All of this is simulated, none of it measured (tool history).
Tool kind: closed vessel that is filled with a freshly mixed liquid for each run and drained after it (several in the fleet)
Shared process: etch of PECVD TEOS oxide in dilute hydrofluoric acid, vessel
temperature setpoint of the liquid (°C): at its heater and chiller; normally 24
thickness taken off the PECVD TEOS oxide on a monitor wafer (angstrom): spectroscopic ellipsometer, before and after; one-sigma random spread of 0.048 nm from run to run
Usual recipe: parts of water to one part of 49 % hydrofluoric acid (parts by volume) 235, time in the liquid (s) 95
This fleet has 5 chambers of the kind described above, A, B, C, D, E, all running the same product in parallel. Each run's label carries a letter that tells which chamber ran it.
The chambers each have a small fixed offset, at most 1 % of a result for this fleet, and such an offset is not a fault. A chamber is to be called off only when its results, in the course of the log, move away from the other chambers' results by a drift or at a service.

| run | hour | temperature setpoint of the liquid (°C) | parts of water to one part of 49 % hydrofluoric acid (parts by volume) | time in the liquid (s) | hours since the thermometer was replaced | hours since the hydrofluoric acid flow meter was replaced | read-back film thickness of the PECVD TEOS oxide reference wafer, read on the same gauge (nm) | thickness taken off the PECVD TEOS oxide on a monitor wafer (angstrom) |
|---|---|---|---|---|---|---|---|---|
| 1C | 8.1 | 24 | 235 | 95 | 818.8 | 608 | 29.968 | 77.273 |
| 2A | 21 | 24 | 235 | 95 | 332.7 | 799.5 | 29.999 | 76.528 |
| 3D | 31.1 | 24 | 235 | 95 | 306.6 | 112 | 30.009 | 76.477 |
| 4B | 37.9 | 24 | 235 | 95 | 241.1 | 570.4 | 29.994 | 76.462 |
| 5E | 45.3 | 24 | 235 | 95 | 1111.3 | 369.8 | 30.028 | 76.833 |
| 6C | 59.8 | 24 | 235 | 95 | 870.5 | 659.7 | 30.008 | 76.55 |
|  | 66.7 | chamber A: hydrofluoric acid flow meter replaced |
| 7D | 67.9 | 24 | 235 | 95 | 343.4 | 148.8 | 30.017 | 76.394 |
| 8B | 81.9 | 24 | 235 | 135 | 285.1 | 614.4 | 30.041 | 109.09 |
| 9E | 94.6 | 24 | 235 | 135 | 1160.6 | 419.1 | 30 | 108.76 |
| 10A | 107.1 | 24 | 235 | 135 | 418.8 | 40.5 | 29.981 | 109.35 |
| 11B | 114.7 | 24 | 235 | 135 | 317.9 | 647.2 | 30.012 | 109.79 |
| 12A | 125.4 | 24 | 235 | 135 | 437.1 | 58.8 | 30.007 | 109.74 |
| 13C | 132.1 | 24 | 235 | 95 | 942.8 | 732 | 29.997 | 77.175 |
|  | 134.8 | chamber E: thermometer replaced |
| 14E | 141.5 | 24 | 235 | 95 | 6.7 | 466 | 30.003 | 76.813 |
| 15D | 154.4 | 24 | 235 | 95 | 429.9 | 235.3 | 30.009 | 76.628 |
| 16C | 164.5 | 28 | 235 | 60 | 975.2 | 764.4 | 29.991 | 55.586 |
| 17A | 179.1 | 28 | 235 | 60 | 490.8 | 112.5 | 30.013 | 56.707 |
| 18E | 186.3 | 28 | 235 | 60 | 51.5 | 510.8 | 30.009 | 55.942 |
| 19B | 193.3 | 28 | 235 | 60 | 396.5 | 725.8 | 30.017 | 56.025 |
| 20D | 205.4 | 28 | 235 | 60 | 480.9 | 286.3 | 29.978 | 55.393 |
| 21D | 216.2 | 24 | 235 | 95 | 491.7 | 297.1 | 29.991 | 76.199 |
| 22C | 222.7 | 24 | 235 | 95 | 1033.4 | 822.6 | 30.003 | 76.106 |
| 23E | 230.4 | 24 | 315 | 95 | 95.6 | 554.9 | 29.984 | 53.384 |
| 24B | 243 | 24 | 315 | 95 | 446.2 | 775.5 | 30.004 | 53.124 |
| 25A | 254.7 | 24 | 315 | 95 | 566.4 | 188.1 | 29.994 | 54.047 |
| 26B | 265.2 | 24 | 315 | 95 | 468.4 | 797.7 | 29.986 | 52.457 |
| 27C | 275.7 | 24 | 315 | 95 | 1086.4 | 875.6 | 30.023 | 53.007 |
| 28A | 289.5 | 24 | 290 | 55 | 601.2 | 222.9 | 29.976 | 35.222 |
| 29D | 296.9 | 24 | 290 | 55 | 572.4 | 377.8 | 30.018 | 34.032 |
| 30E | 306.5 | 24 | 290 | 55 | 171.7 | 631 | 29.977 | 34.409 |
| 31D | 316.8 | 24 | 290 | 55 | 592.3 | 397.7 | 30.001 | 33.744 |
| 32B | 329.2 | 24 | 290 | 55 | 532.4 | 861.7 | 30.014 | 34.051 |
| 33C | 337.7 | 24 | 235 | 95 | 1148.4 | 937.6 | 29.982 | 76.42 |
| 34E | 347.7 | 24 | 235 | 95 | 212.9 | 672.2 | 30.003 | 77.13 |
| 35A | 355.1 | 24 | 235 | 95 | 666.8 | 288.5 | 29.973 | 80.337 |
| 36C | 364.5 | 24 | 235 | 95 | 1175.2 | 964.4 | 30.037 | 77.364 |

What goes on in this fleet: one chamber off, a drifting gauge, or nothing beyond the chambers' own small offsets? Name the chamber and the cause, if any.

Chamber A drifts away from the others.
What lies behind it: liquid hotter than its thermometer reads (K) = 1.01.

Chamber A could run next with any of the 4 candidate recipes listed below; each alters the usual settings, and their results appear as question marks. Which one brings its results back in line with what the other chambers deliver on the usual settings?
Maximum distance from the other chambers' mean on the usual settings for a result to count as in line: thickness taken off the PECVD TEOS oxide on a monitor wafer (angstrom) 1.7
| 37A-1 | 375.1 | 25 | 235 | 95 |  |  |  | ? |
| 37A-2 | 375.1 | 24 | 240 | 95 |  |  |  | ? |
| 37A-3 | 375.1 | 24 | 240 | 90 |  |  |  | ? |
| 37A-4 | 375.1 | 24 | 230 | 100 |  |  |  | ? |

Other chambers, usual settings, mean: thickness taken off the PECVD TEOS oxide on a monitor wafer (angstrom) 76.76
| run | thickness taken off the PECVD TEOS oxide on a monitor wafer (angstrom) |
|---|---|
| 37A-1 | 82.14 |
| 37A-2 | 77.297 |
| 37A-3 | 73.229 |
| 37A-4 | 85.743 |
37A-2 is the one that brings the chamber's results back in line with the other chambers.
